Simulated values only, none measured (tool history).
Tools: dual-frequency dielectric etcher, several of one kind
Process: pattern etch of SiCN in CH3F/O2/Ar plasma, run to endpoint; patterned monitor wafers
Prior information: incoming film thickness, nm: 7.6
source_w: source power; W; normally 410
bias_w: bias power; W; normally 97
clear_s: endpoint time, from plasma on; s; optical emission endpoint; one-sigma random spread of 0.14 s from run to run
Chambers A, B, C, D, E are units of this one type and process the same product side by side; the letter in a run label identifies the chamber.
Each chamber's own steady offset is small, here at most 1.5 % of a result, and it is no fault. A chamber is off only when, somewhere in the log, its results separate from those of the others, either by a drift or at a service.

run	day	source_w	bias_w	clear_s
1A	0.417	410	97	18.182
2E	0.754	410	97	18.238
3B	0.954	410	97	18.219
4C	1.304	410	97	18.456
5D	1.521	410	97	17.810
6A	1.721	410	97	18.287
7C	1.988	410	97	18.147
8E	2.367	480	82	18.245
9D	2.700	480	82	18.023
10B	3.092	480	82	18.001
11A	3.450	480	82	18.059
12E	3.771	480	82	18.210
13C	4.004	480	84	18.470
14B	4.333	480	84	17.887
15D	4.721	480	84	17.847
16A	4.933	480	84	17.985
17B	5.300	480	84	17.812
18E	5.708	410	97	17.975
19D	5.950	410	97	17.469
20C	6.233	410	97	18.162
# day 6.246: chamber A: bias power generator calibrated
21D	6.533	410	110	16.867
22B	6.717	410	110	17.155
23A	6.975	410	110	17.044
24C	7.304	410	110	17.500
25E	7.704	410	110	17.135
# day 7.888: chamber E: wet clean of the chamber
# day 8.017: chamber A: source power generator calibrated
26D	8.100	410	97	17.257
27E	8.438	410	97	18.315
28C	8.800	410	97	18.178
29B	9.179	410	97	18.143
30A	9.379	410	97	17.872
31E	9.588	410	97	18.091
32D	9.779	410	97	17.478
33B	9.967	410	97	18.144
34A	10.196	410	97	18.077
35C	10.462	410	97	18.179
36C	10.654	410	97	18.050
37B	10.938	510	116	15.362
38D	11.262	510	116	14.687
39A	11.454	510	116	15.722
40E	11.642	510	116	15.605
41B	12.062	510	116	15.367
42A	12.267	410	97	18.258
43E	12.467	490	110	16.198

Each of the 5 chambers runs these same settings next. Fill in every chamber's results:
44A	12.771	380	97	?
44B	12.771	380	97	?
44C	12.771	380	97	?
44D	12.771	380	97	?
44E	12.771	380	97	?

run	clear_s
44A	18.561
44B	18.383
44C	18.509
44D	17.346
44E	18.955

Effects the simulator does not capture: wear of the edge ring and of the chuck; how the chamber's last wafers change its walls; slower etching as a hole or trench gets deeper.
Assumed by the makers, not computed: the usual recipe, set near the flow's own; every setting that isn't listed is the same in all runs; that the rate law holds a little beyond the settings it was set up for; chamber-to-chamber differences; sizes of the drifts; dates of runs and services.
